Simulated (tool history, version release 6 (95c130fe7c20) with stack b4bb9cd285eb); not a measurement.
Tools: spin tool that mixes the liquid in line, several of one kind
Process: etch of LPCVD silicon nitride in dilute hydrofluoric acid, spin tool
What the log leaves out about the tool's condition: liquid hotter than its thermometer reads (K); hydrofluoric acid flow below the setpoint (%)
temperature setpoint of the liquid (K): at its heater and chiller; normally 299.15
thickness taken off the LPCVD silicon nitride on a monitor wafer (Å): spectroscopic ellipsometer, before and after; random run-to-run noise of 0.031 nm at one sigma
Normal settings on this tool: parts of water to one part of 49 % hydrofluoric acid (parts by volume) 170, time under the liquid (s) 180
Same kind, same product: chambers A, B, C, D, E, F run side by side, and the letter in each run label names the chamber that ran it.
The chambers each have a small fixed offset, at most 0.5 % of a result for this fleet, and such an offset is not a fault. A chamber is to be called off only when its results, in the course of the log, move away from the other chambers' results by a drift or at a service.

run	day	temperature setpoint of the liquid (K)	parts of water to one part of 49 % hydrofluoric acid (parts by volume)	time under the liquid (s)	hours since the thermometer was replaced	hours since the hydrofluoric acid flow meter was replaced	read-back film thickness of the LPCVD silicon nitride reference wafer, read on the same gauge (nm)	thickness taken off the LPCVD silicon nitride on a monitor wafer (Å)
1F	0.171	299.15	170	180	879.0	1215.7	30.018	4.5289
2B	0.325	299.15	170	180	417.8	257.9	29.990	4.8742
3D	0.554	299.15	170	180	36.0	444.3	30.033	5.2648
4C	0.800	299.15	170	180	1144.9	442.3	29.970	4.8881
5A	0.967	299.15	170	180	129.1	517.4	30.015	4.7704
6E	1.192	299.15	250	180	1326.5	538.1	30.017	3.3394
# day 1.333: chamber F: thermometer replaced
7F	1.492	299.15	250	180	3.8	1247.4	29.984	3.1368
8E	1.650	299.15	250	180	1337.5	549.1	29.998	3.3324
9A	1.921	299.15	250	180	152.0	540.3	29.989	3.5621
10C	2.167	299.15	250	180	1177.7	475.1	30.016	3.6814
11D	2.479	299.15	250	180	82.2	490.5	30.008	3.5632
12B	2.708	299.15	170	180	475.0	315.1	29.990	5.0551
13A	3.042	301.15	170	180	178.9	567.2	29.994	5.9645
14F	3.212	301.15	170	180	45.1	1288.7	30.054	5.2676
15D	3.388	301.15	170	180	104.0	512.3	30.014	5.2774
16E	3.708	301.15	170	180	1386.9	598.5	30.008	5.4175
17C	3.883	301.15	170	180	1218.9	516.3	29.988	5.6971
18B	4.188	301.15	170	180	510.5	350.6	30.010	5.3958
19C	4.492	299.15	170	180	1233.5	530.9	30.016	5.2461
20B	4.683	299.15	170	180	522.4	362.5	30.036	5.2555
21F	4.838	299.15	170	180	84.1	1327.7	29.999	5.0916
22D	5.175	299.15	170	180	146.9	555.2	30.043	5.0635
# day 5.225: chamber E: thermometer replaced
23E	5.338	299.15	170	180	2.7	637.6	29.977	5.5964
24A	5.604	299.15	130	180	240.4	628.7	29.965	5.8255
25F	5.858	299.15	130	180	108.6	1352.2	30.017	6.7025
26B	6.033	299.15	130	180	554.8	394.9	30.025	6.1030
27A	6.308	299.15	130	180	257.3	645.6	30.001	6.6266
# day 6.412: chamber D: hydrofluoric acid flow meter replaced
# day 6.488: chamber C: hydrofluoric acid flow meter replaced
28C	6.625	299.15	130	180	1284.7	3.3	29.994	7.1392
29D	6.967	299.15	130	180	189.9	13.4	29.992	6.3996
30E	7.212	299.15	170	180	47.7	682.6	30.023	4.6412
31E	7.538	299.15	170	180	55.5	690.4	29.933	4.8739
32C	7.854	299.15	170	180	1314.2	32.8	30.011	5.3177
33A	8.200	299.15	170	180	302.7	691.0	30.001	4.6332
34F	8.371	299.15	170	180	168.9	1412.5	30.013	4.6247
35B	8.558	299.15	250	180	615.4	455.5	29.951	3.2286
36D	8.788	299.15	250	180	233.6	57.1	30.019	2.9679
37F	9.054	299.15	250	180	185.3	1428.9	29.972	3.3929
38E	9.388	299.15	250	180	99.9	734.8	29.998	3.6970
39A	9.646	299.15	250	180	337.4	725.7	29.983	3.2545

Is one chamber out of step, is the gauge drifting, or do the chambers differ by no more than their own small offsets? For an off chamber, give its letter and the likeliest cause.

Nothing is wrong: each chamber keeps only its own small, steady offset and the gauge holds still.

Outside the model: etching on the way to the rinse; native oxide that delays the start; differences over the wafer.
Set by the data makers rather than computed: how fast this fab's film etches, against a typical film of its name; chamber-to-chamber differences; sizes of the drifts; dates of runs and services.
